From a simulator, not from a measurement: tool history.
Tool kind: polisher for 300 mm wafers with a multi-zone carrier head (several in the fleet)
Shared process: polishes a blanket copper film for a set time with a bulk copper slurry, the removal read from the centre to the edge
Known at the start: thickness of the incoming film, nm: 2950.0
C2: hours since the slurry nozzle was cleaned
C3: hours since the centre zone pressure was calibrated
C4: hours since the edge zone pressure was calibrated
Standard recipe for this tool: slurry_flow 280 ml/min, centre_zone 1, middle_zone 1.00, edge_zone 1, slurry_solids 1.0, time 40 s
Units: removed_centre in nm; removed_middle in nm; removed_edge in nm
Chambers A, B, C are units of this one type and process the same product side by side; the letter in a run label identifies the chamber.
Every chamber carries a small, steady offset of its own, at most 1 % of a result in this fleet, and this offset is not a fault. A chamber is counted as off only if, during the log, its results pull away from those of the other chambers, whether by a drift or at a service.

run 1B day=0.204 | slurry_flow=280 centre_zone=1 middle_zone=1.00 edge_zone=1 slurry_solids=1.0 time=40 | wafers_polished_on_this_pad=584 C2=178.2 C3=114.1 C4=1001.5 | removed_centre=315.30 removed_middle=318.18 removed_edge=318.47
run 2A day=0.333 | slurry_flow=280 centre_zone=1 middle_zone=1.00 edge_zone=1 slurry_solids=1.0 time=40 | wafers_polished_on_this_pad=338 C2=379.4 C3=599.2 C4=272.7 | removed_centre=327.30 removed_middle=319.16 removed_edge=318.26
run 3C day=0.558 | slurry_flow=280 centre_zone=1 middle_zone=1.00 edge_zone=1 slurry_solids=1.0 time=40 | wafers_polished_on_this_pad=1132 C2=432.8 C3=1033.7 C4=140.9 | removed_centre=327.63 removed_middle=322.46 removed_edge=322.94
run 4B day=0.796 | slurry_flow=280 centre_zone=1 middle_zone=1.00 edge_zone=1 slurry_solids=1.0 time=40 | wafers_polished_on_this_pad=722 C2=192.4 C3=128.3 C4=1015.7 | removed_centre=314.21 removed_middle=316.69 removed_edge=322.90
run 5C day=1.021 | slurry_flow=355 centre_zone=1 middle_zone=1.00 edge_zone=1 slurry_solids=1.0 time=40 | wafers_polished_on_this_pad=1240 C2=443.9 C3=1044.8 C4=152.0 | removed_centre=328.52 removed_middle=330.36 removed_edge=323.44
run 6A day=1.171 | slurry_flow=355 centre_zone=1 middle_zone=1.00 edge_zone=1 slurry_solids=1.0 time=40 | wafers_polished_on_this_pad=535 C2=399.5 C3=619.3 C4=292.8 | removed_centre=329.52 removed_middle=327.08 removed_edge=330.46
run 7A day=1.412 | slurry_flow=355 centre_zone=1 middle_zone=1.00 edge_zone=1 slurry_solids=1.0 time=40 | wafers_polished_on_this_pad=591 C2=405.3 C3=625.1 C4=298.6 | removed_centre=324.61 removed_middle=330.77 removed_edge=331.99
-- day=1.517 chamber C: worn pad replaced by a new one
run 8C day=1.654 | slurry_flow=280 centre_zone=1 middle_zone=1.00 edge_zone=1 slurry_solids=1.0 time=40 | wafers_polished_on_this_pad=32 C2=459.1 C3=1060.0 C4=167.2 | removed_centre=318.82 removed_middle=322.61 removed_edge=317.54
run 9B day=1.779 | slurry_flow=280 centre_zone=1 middle_zone=1.00 edge_zone=1 slurry_solids=1.0 time=40 | wafers_polished_on_this_pad=953 C2=216.0 C3=151.9 C4=1039.3 | removed_centre=317.45 removed_middle=319.28 removed_edge=326.53
run 10C day=2.038 | slurry_flow=280 centre_zone=1 middle_zone=0.91 edge_zone=1 slurry_solids=1.0 time=52 | wafers_polished_on_this_pad=122 C2=468.3 C3=1069.2 C4=176.4 | removed_centre=406.28 removed_middle=381.97 removed_edge=410.71
run 11A day=2.225 | slurry_flow=280 centre_zone=1 middle_zone=0.91 edge_zone=1 slurry_solids=1.0 time=52 | wafers_polished_on_this_pad=782 C2=424.8 C3=644.6 C4=318.1 | removed_centre=419.52 removed_middle=380.66 removed_edge=416.47
run 12B day=2.467 | slurry_flow=280 centre_zone=1 middle_zone=0.91 edge_zone=1 slurry_solids=1.0 time=52 | wafers_polished_on_this_pad=1115 C2=232.5 C3=168.4 C4=1055.8 | removed_centre=396.29 removed_middle=376.54 removed_edge=422.46
-- day=2.600 chamber A: worn pad replaced by a new one
run 13A day=2.608 | slurry_flow=280 centre_zone=1 middle_zone=1.06 edge_zone=1 slurry_solids=1.0 time=40 | wafers_polished_on_this_pad=2 C2=434.0 C3=653.8 C4=327.3 | removed_centre=315.90 removed_middle=336.74 removed_edge=319.80
run 14B day=2.825 | slurry_flow=280 centre_zone=1 middle_zone=1.06 edge_zone=1 slurry_solids=1.0 time=40 | wafers_polished_on_this_pad=1199 C2=241.1 C3=177.0 C4=1064.4 | removed_centre=324.22 removed_middle=337.80 removed_edge=326.37
run 15C day=3.067 | slurry_flow=280 centre_zone=1 middle_zone=1.06 edge_zone=1 slurry_solids=1.0 time=40 | wafers_polished_on_this_pad=363 C2=493.0 C3=1093.9 C4=201.1 | removed_centre=320.82 removed_middle=344.32 removed_edge=313.29
-- day=3.092 chamber B: worn pad replaced by a new one
-- day=3.171 chamber A: edge zone pressure recalibrated
run 16C day=3.279 | slurry_flow=280 centre_zone=1 middle_zone=1.00 edge_zone=1 slurry_solids=1.0 time=40 | wafers_polished_on_this_pad=413 C2=498.1 C3=1099.0 C4=206.2 | removed_centre=317.31 removed_middle=322.49 removed_edge=319.58
run 17A day=3.504 | slurry_flow=280 centre_zone=1 middle_zone=0.89 edge_zone=1 slurry_solids=1.2 time=40 | wafers_polished_on_this_pad=213 C2=455.5 C3=675.3 C4=8.0 | removed_centre=337.22 removed_middle=301.22 removed_edge=332.95
run 18B day=3.767 | slurry_flow=280 centre_zone=1 middle_zone=0.89 edge_zone=1 slurry_solids=1.2 time=40 | wafers_polished_on_this_pad=158 C2=263.7 C3=199.6 C4=1087.0 | removed_centre=332.45 removed_middle=300.36 removed_edge=330.60
run 19C day=4.021 | slurry_flow=280 centre_zone=1 middle_zone=0.89 edge_zone=1 slurry_solids=1.2 time=40 | wafers_polished_on_this_pad=587 C2=515.9 C3=1116.8 C4=224.0 | removed_centre=337.77 removed_middle=303.96 removed_edge=335.28
run 20B day=4.271 | slurry_flow=210 centre_zone=1 middle_zone=0.93 edge_zone=1 slurry_solids=1.0 time=40 | wafers_polished_on_this_pad=276 C2=275.8 C3=211.7 C4=1099.1 | removed_centre=304.04 removed_middle=286.31 removed_edge=313.89
run 21A day=4.500 | slurry_flow=210 centre_zone=1 middle_zone=0.93 edge_zone=1 slurry_solids=1.0 time=40 | wafers_polished_on_this_pad=446 C2=479.4 C3=699.2 C4=31.9 | removed_centre=310.53 removed_middle=290.23 removed_edge=312.82
run 22C day=4.683 | slurry_flow=210 centre_zone=1 middle_zone=0.93 edge_zone=1 slurry_solids=1.0 time=40 | wafers_polished_on_this_pad=743 C2=531.8 C3=1132.7 C4=239.9 | removed_centre=309.45 removed_middle=295.08 removed_edge=311.18
run 23A day=4.896 | slurry_flow=280 centre_zone=1 middle_zone=1.00 edge_zone=1 slurry_solids=1.0 time=40 | wafers_polished_on_this_pad=539 C2=488.9 C3=708.7 C4=41.4 | removed_centre=323.68 removed_middle=321.24 removed_edge=322.64
run 24B day=5.029 | slurry_flow=280 centre_zone=1 middle_zone=1.00 edge_zone=1 slurry_solids=1.0 time=40 | wafers_polished_on_this_pad=454 C2=294.0 C3=229.9 C4=1117.3 | removed_centre=319.15 removed_middle=315.80 removed_edge=317.69
run 25B day=5.229 | slurry_flow=280 centre_zone=1 middle_zone=1.00 edge_zone=1 slurry_solids=1.0 time=40 | wafers_polished_on_this_pad=501 C2=298.8 C3=234.7 C4=1122.1 | removed_centre=322.61 removed_middle=321.95 removed_edge=324.36
run 26C day=5.358 | slurry_flow=280 centre_zone=1 middle_zone=1.00 edge_zone=1 slurry_solids=1.0 time=40 | wafers_polished_on_this_pad=901 C2=548.0 C3=1148.9 C4=256.1 | removed_centre=320.24 removed_middle=326.11 removed_edge=316.34
run 27A day=5.583 | slurry_flow=280 centre_zone=1 middle_zone=1.00 edge_zone=1 slurry_solids=1.0 time=40 | wafers_polished_on_this_pad=701 C2=505.4 C3=725.2 C4=57.9 | removed_centre=320.85 removed_middle=321.80 removed_edge=325.13
run 28C day=5.838 | slurry_flow=280 centre_zone=1 middle_zone=1.00 edge_zone=1 slurry_solids=1.0 time=40 | wafers_polished_on_this_pad=1014 C2=559.5 C3=1160.4 C4=267.6 | removed_centre=323.13 removed_middle=325.48 removed_edge=317.72
run 29B day=6.100 | slurry_flow=280 centre_zone=1 middle_zone=1.00 edge_zone=1 slurry_solids=1.0 time=40 | wafers_polished_on_this_pad=706 C2=319.7 C3=255.6 C4=1143.0 | removed_centre=320.38 removed_middle=317.49 removed_edge=321.57
run 30A day=6.212 | slurry_flow=280 centre_zone=1 middle_zone=1.00 edge_zone=1 slurry_solids=1.0 time=40 | wafers_polished_on_this_pad=848 C2=520.5 C3=740.3 C4=73.0 | removed_centre=324.24 removed_middle=321.65 removed_edge=323.05
run 31A day=6.350 | slurry_flow=280 centre_zone=1 middle_zone=1.00 edge_zone=1 slurry_solids=1.0 time=40 | wafers_polished_on_this_pad=881 C2=523.8 C3=743.6 C4=76.3 | removed_centre=322.39 removed_middle=324.30 removed_edge=325.00
run 32C day=6.504 | slurry_flow=280 centre_zone=1 middle_zone=1.00 edge_zone=1 slurry_solids=1.0 time=40 | wafers_polished_on_this_pad=1170 C2=575.5 C3=1176.4 C4=283.6 | removed_centre=322.23 removed_middle=319.21 removed_edge=315.44

For the next run the whole fleet of 3 chambers uses the same settings. Give each chamber's results:
run 33A day=6.692 | slurry_flow=280 centre_zone=1 middle_zone=0.96 edge_zone=1 slurry_solids=1.0 time=40 | removed_centre=? removed_middle=? removed_edge=?
run 33B day=6.692 | slurry_flow=280 centre_zone=1 middle_zone=0.96 edge_zone=1 slurry_solids=1.0 time=40 | removed_centre=? removed_middle=? removed_edge=?
run 33C day=6.692 | slurry_flow=280 centre_zone=1 middle_zone=0.96 edge_zone=1 slurry_solids=1.0 time=40 | removed_centre=? removed_middle=? removed_edge=?

run=33A removed_centre=314.66 removed_middle=306.93 removed_edge=320.81
run=33B removed_centre=313.59 removed_middle=308.52 removed_edge=325.92
run=33C removed_centre=320.58 removed_middle=309.92 removed_edge=315.77
